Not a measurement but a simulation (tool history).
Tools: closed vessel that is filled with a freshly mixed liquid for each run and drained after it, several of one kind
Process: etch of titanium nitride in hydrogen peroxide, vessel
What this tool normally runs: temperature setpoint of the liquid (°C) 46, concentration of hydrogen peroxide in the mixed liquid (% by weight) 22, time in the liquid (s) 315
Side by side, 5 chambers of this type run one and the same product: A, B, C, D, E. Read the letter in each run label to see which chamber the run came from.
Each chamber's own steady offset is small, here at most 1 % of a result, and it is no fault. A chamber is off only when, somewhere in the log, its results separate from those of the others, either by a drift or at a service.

| run | day | temperature setpoint of the liquid (°C) | concentration of hydrogen peroxide in the mixed liquid (% by weight) | time in the liquid (s) | read-back film thickness of the titanium nitride reference wafer, read on the same gauge (nm) | thickness taken off the titanium nitride on a monitor wafer (angstrom) |
|---|---|---|---|---|---|---|
| 1B | 0.462 | 46 | 22 | 315 | 49.932 | 177.36 |
| 2D | 1.092 | 46 | 22 | 315 | 49.946 | 176.32 |
|  | 1.279 | chamber C: thermometer replaced |
|  | 1.646 | chamber C: new drum of peroxide connected |
| 3C | 1.675 | 46 | 22 | 315 | 49.992 | 175.19 |
| 4E | 2.025 | 46 | 22 | 315 | 49.992 | 174.98 |
| 5A | 2.404 | 46 | 22 | 315 | 49.98 | 175.65 |
| 6C | 2.883 | 46 | 15.5 | 315 | 49.995 | 161.85 |
| 7A | 3.292 | 46 | 15.5 | 315 | 49.968 | 162.71 |
| 8E | 3.767 | 46 | 15.5 | 315 | 50.043 | 163.02 |
| 9D | 4.1 | 46 | 15.5 | 315 | 49.979 | 163.45 |
| 10B | 4.717 | 46 | 15.5 | 315 | 49.989 | 164.51 |
| 11C | 5.008 | 46 | 22 | 315 | 49.944 | 174.87 |
| 12D | 5.579 | 46 | 22 | 315 | 50.001 | 175.8 |
| 13E | 6.042 | 46 | 22 | 315 | 49.977 | 174.18 |
|  | 6.412 | chamber A: peroxide flow meter replaced |
| 14A | 6.633 | 46 | 22 | 315 | 50.025 | 174.9 |
| 15B | 7.283 | 46 | 22 | 315 | 49.991 | 177.09 |
| 16E | 7.825 | 46 | 22 | 315 | 50.033 | 173.49 |
| 17B | 8.121 | 46 | 22 | 315 | 50.03 | 174.4 |
|  | 8.412 | chamber D: peroxide flow meter replaced |
| 18A | 8.546 | 46 | 22 | 315 | 49.965 | 174.54 |
|  | 8.8 | chamber A: thermometer replaced |
| 19D | 8.95 | 46 | 22 | 315 | 49.988 | 174.97 |
| 20C | 9.588 | 46 | 22 | 315 | 50.006 | 174.51 |
| 21D | 10.15 | 46 | 20 | 405 | 50.048 | 221.3 |
|  | 10.208 | chamber D: new drum of peroxide connected |
| 22A | 10.45 | 46 | 20 | 405 | 50 | 220.44 |
| 23E | 10.829 | 46 | 20 | 405 | 50.009 | 220.65 |
| 24C | 11.279 | 46 | 20 | 405 | 49.978 | 221.32 |
| 25B | 11.817 | 46 | 20 | 405 | 49.984 | 220.92 |
| 26E | 12.121 | 46 | 22 | 315 | 49.972 | 174.78 |
| 27A | 12.738 | 46 | 22 | 315 | 50.01 | 173.9 |
| 28D | 13.121 | 46 | 22 | 315 | 49.973 | 175.95 |
| 29B | 13.538 | 46 | 22 | 315 | 49.999 | 176.52 |
|  | 13.592 | chamber C: peroxide flow meter replaced |
| 30C | 13.946 | 46 | 22 | 315 | 49.945 | 175.64 |
| 31B | 14.254 | 46 | 22 | 315 | 50.018 | 175.42 |
| 32D | 14.662 | 46 | 22 | 315 | 49.962 | 175.8 |
| 33E | 14.988 | 46 | 22 | 315 | 50.025 | 174.24 |
| 34A | 15.396 | 46 | 22 | 315 | 50.007 | 173.8 |

Which is it: a chamber that has drifted or been left off by a service, a gauge drift common to all chambers, or only each chamber's usual small offset? If a chamber is off, name it and its likeliest cause.

Beyond each chamber's small constant offset nothing stands out, and the gauge stays steady.
